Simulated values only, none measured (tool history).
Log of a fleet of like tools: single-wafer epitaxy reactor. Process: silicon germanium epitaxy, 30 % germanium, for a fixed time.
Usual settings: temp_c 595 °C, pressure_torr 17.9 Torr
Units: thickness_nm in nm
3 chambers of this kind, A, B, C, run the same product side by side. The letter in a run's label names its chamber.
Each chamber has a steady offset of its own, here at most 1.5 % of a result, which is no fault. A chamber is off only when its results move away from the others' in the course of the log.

run     day  temp_c  pressure_torr  read-back reference wafer on the same gauge, thickness_nm  thickness_nm
 1A   0.512     595           17.9                                                     53.711        51.493
 2C   1.075     595           17.9                                                     53.636         51.98
 3B   1.621     595           17.9                                                     53.747        51.174
 4B   1.979     595           17.9                                                     53.655        51.435
 5A   2.596     595           17.9                                                     53.667        51.716
 6C   3.188     595           17.9                                                     53.674        51.938
 7C   3.679     595           17.9                                                     53.758        51.855
 8A   4.154     595           17.9                                                     53.742        51.477
 9B   4.554     595           17.9                                                     53.709         51.39
10B   4.992     595           17.9                                                     53.744        50.999
11C   5.542     606           20.3                                                     53.737        67.518
12A   5.879     606           20.3                                                      53.71        66.628
13A   6.217     606           20.3                                                     53.729        65.996
14C   6.758     595           17.9                                                     53.698        51.892
15B   7.146     595           17.9                                                     53.704        50.809
16C   7.571     595           17.9                                                     53.737        52.014
17A   8.108     601           17.9                                                     53.704         56.84
18B   8.421     601           17.9                                                     53.761         56.57
19B   9.012     601           17.9                                                     53.662        56.908
20A   9.321     595           17.9                                                     53.718        51.581
21C   9.838     595           17.9                                                     53.689        52.135
22C  10.446     595           17.9                                                     53.732         52.21
23A   10.85     595           17.9                                                     53.687         51.32
24B  11.383     595           17.9                                                     53.756        50.285
25C  11.912     595           17.9                                                     53.669        52.312
26A   12.55     595           17.9                                                     53.711        51.536
27B  12.879     595           17.9                                                     53.733        50.458
28C  13.504     595           17.9                                                      53.66        52.356
29B  13.954     595           17.9                                                     53.731        50.235
30A  14.242     595           17.9                                                     53.696        51.515
31A  14.796     595           17.9                                                      53.72        51.301
32B  15.338     595           17.9                                                     53.668        50.361
33C  15.938     595           17.9                                                     53.669        51.927
34C  16.421     608             14                                                     53.699        59.638

Next, every chamber runs the same settings. What will each give?
35A  16.892     595           17.9                                                                        ?
35B  16.892     595           17.9                                                                        ?
35C  16.892     595           17.9                                                                        ?

run  thickness_nm
35A        51.016
35B         50.29
35C         52.38

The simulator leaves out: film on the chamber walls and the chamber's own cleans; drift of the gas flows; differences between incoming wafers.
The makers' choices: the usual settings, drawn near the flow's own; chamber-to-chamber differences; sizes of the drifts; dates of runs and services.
